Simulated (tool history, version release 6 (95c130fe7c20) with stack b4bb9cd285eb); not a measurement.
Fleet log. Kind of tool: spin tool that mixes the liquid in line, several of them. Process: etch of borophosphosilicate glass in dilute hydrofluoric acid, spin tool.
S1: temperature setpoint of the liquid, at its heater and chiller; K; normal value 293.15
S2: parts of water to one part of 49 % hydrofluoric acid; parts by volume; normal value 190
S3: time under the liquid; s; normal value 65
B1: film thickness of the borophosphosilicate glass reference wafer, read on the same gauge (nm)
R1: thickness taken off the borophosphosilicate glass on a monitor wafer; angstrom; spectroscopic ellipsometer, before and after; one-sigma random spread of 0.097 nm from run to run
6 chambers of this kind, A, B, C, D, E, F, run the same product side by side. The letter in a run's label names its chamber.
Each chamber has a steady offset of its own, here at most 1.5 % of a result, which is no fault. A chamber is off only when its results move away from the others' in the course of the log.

Run 1A, hour 4: usual settings; B1 129.98. Result: R1 167.31 angstrom.
Run 2B, hour 9.8: usual settings; B1 130.01. Result: R1 165.06 angstrom.
Run 3C, hour 14.7: usual settings; B1 130.04. Result: R1 164.32 angstrom.
Run 4F, hour 20.6: usual settings; B1 130.01. Result: R1 163.07 angstrom.
Run 5E, hour 25.8: usual settings but S3 25 s; B1 129.99. Result: R1 63.433 angstrom.
Run 6D, hour 32: usual settings but S3 25 s; B1 129.98. Result: R1 64.037 angstrom.
At hour 33.1: chamber F: hydrofluoric acid flow meter replaced.
Run 7A, hour 36.7: usual settings but S3 25 s; B1 130. Result: R1 64.072 angstrom.
Run 8D, hour 42.8: usual settings but S3 25 s; B1 130. Result: R1 63.685 angstrom.
Run 9E, hour 45.8: usual settings but S3 25 s; B1 130. Result: R1 63.801 angstrom.
Run 10F, hour 51.6: usual settings but S3 25 s; B1 130.01. Result: R1 62.994 angstrom.
Run 11B, hour 57.7: usual settings; B1 130. Result: R1 167.2 angstrom.
Run 12C, hour 62: usual settings; B1 130.01. Result: R1 163.63 angstrom.
At hour 65.7: chamber C: thermometer replaced.
Run 13B, hour 68.2: usual settings; B1 130.02. Result: R1 165.43 angstrom.
Run 14E, hour 71.1: usual settings; B1 130.02. Result: R1 166.07 angstrom.
Run 15C, hour 77.5: usual settings; B1 130.01. Result: R1 163.89 angstrom.
Run 16A, hour 81.7: usual settings; B1 129.98. Result: R1 165.96 angstrom.
Run 17F, hour 85.7: usual settings; B1 129.98. Result: R1 163.25 angstrom.
Run 18D, hour 90.4: usual settings but S3 30 s; B1 130.01. Result: R1 76.142 angstrom.
Run 19B, hour 93.8: usual settings but S3 30 s; B1 129.97. Result: R1 76.215 angstrom.
Run 20C, hour 96.9: usual settings but S3 30 s; B1 129.99. Result: R1 75.971 angstrom.
Run 21F, hour 99.8: usual settings but S3 30 s; B1 129.98. Result: R1 75.481 angstrom.
Run 22E, hour 103.4: usual settings but S3 30 s; B1 130. Result: R1 76.606 angstrom.
Run 23D, hour 108.4: usual settings but S3 30 s; B1 130.02. Result: R1 75.764 angstrom.
Run 24A, hour 114: usual settings; B1 130. Result: R1 164.98 angstrom.
Run 25C, hour 120: usual settings; B1 130. Result: R1 162.69 angstrom.
Run 26D, hour 126.2: usual settings; B1 130. Result: R1 163.59 angstrom.
Run 27B, hour 131.5: usual settings; B1 130. Result: R1 164.4 angstrom.
Run 28F, hour 136.6: usual settings but S1 290.15 K; B1 129.99. Result: R1 145.15 angstrom.
Run 29A, hour 141.9: usual settings but S1 290.15 K; B1 129.98. Result: R1 147.37 angstrom.
Run 30E, hour 148.2: usual settings but S1 290.15 K; B1 130.01. Result: R1 146.72 angstrom.
Run 31F, hour 152.4: usual settings but S1 290.15 K; B1 129.98. Result: R1 144.76 angstrom.
Run 32A, hour 155.3: usual settings but S1 290.15 K; B1 129.98. Result: R1 147.6 angstrom.
Run 33B, hour 160.1: usual settings but S1 290.15 K; B1 129.98. Result: R1 149.1 angstrom.
Run 34C, hour 165.7: usual settings; B1 130.01. Result: R1 163.03 angstrom.
Run 35E, hour 169.1: usual settings; B1 130.02. Result: R1 166.21 angstrom.
Run 36D, hour 175.4: usual settings; B1 129.99. Result: R1 163.66 angstrom.
Run 37F, hour 180.3: usual settings; B1 130.03. Result: R1 162.33 angstrom.
Run 38B, hour 186: usual settings; B1 130.01. Result: R1 165.68 angstrom.

Each of the 6 chambers runs these same settings next. Fill in every chamber's results:
Run 39A, hour 190.7: usual settings but S2 140 parts by volume. Result: R1 ?.
Run 39B, hour 190.7: usual settings but S2 140 parts by volume. Result: R1 ?.
Run 39C, hour 190.7: usual settings but S2 140 parts by volume. Result: R1 ?.
Run 39D, hour 190.7: usual settings but S2 140 parts by volume. Result: R1 ?.
Run 39E, hour 190.7: usual settings but S2 140 parts by volume. Result: R1 ?.
Run 39F, hour 190.7: usual settings but S2 140 parts by volume. Result: R1 ?.

run      R1
39A   238.3
39B  234.32
39C  235.06
39D  237.31
39E  235.93
39F  233.68

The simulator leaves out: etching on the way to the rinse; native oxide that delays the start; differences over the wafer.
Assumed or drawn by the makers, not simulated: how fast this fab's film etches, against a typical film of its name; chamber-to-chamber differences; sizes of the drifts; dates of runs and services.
